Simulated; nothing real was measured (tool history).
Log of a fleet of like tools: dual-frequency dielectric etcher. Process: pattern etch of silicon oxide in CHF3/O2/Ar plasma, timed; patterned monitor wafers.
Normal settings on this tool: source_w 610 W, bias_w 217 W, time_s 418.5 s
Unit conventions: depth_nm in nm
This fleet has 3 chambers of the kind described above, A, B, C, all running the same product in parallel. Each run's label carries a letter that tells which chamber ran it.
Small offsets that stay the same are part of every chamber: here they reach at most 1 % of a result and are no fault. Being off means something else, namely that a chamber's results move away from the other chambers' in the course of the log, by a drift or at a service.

run,hour,source_w,bias_w,time_s,"read-back reference wafer on the same gauge, depth_nm",depth_nm
1A,6.3,610,217,418.5,712.92,883.23
2B,10.4,610,217,418.5,711.58,889.25
3C,16.5,610,217,418.5,712.46,897.37
4C,22.7,610,217,418.5,712.11,893.11
5A,28.0,610,217,418.5,711.94,883.25
6B,34.8,610,217,418.5,712.96,886.84
7C,40.1,610,217,418.5,711.91,895.15
8B,47.0,610,217,418.5,712.12,875.21
9A,53.0,610,217,418.5,713.45,882.97
10A,59.4,610,217,418.5,711.90,893.22
# hour 61.4: chamber B: wet clean of the chamber
11B,64.3,610,217,418.5,712.52,852.74
12C,69.2,610,217,355.0,712.11,755.33
13C,76.2,610,217,355.0,712.86,764.26
14B,82.6,610,217,355.0,711.47,725.78
15A,86.3,610,217,418.5,711.60,880.13
16A,89.4,610,217,418.5,713.87,876.78
17B,94.1,610,217,418.5,711.20,853.82
18C,98.1,610,217,418.5,712.29,884.54
# hour 101.2: chamber B: source power generator calibrated
19A,102.3,610,217,418.5,712.20,881.82
20C,105.4,510,217,418.5,713.61,830.35
21B,110.9,510,217,418.5,712.32,795.75
22C,116.8,510,217,418.5,712.54,833.07
# hour 117.4: chamber A: wet clean of the chamber
23B,121.7,610,217,418.5,712.81,856.47
24A,126.8,610,217,418.5,711.55,884.28
25A,131.9,610,217,418.5,712.75,886.78
26B,135.8,610,217,418.5,712.09,850.69
27C,140.9,610,217,418.5,712.71,891.99
28B,147.4,610,217,418.5,711.42,844.11
29A,152.9,610,217,418.5,711.66,883.53
30C,159.2,610,217,418.5,711.46,891.13
31A,162.9,610,217,418.5,712.28,884.75
32B,167.2,610,217,418.5,711.28,849.69
33C,172.1,610,199,418.5,711.57,866.28
34A,176.1,610,199,418.5,712.71,855.15
35B,181.5,610,199,418.5,712.79,825.82
36C,187.3,610,217,418.5,712.27,895.15
37B,192.1,610,217,418.5,710.78,853.79
38C,195.3,610,217,418.5,712.09,888.26

The same settings go to every chamber for the next run, one line per chamber below. Forecast the results for each:
39A,200.3,610,217,418.5,,?
39B,200.3,610,217,418.5,,?
39C,200.3,610,217,418.5,,?

run,depth_nm
39A,890.83
39B,857.40
39C,893.01
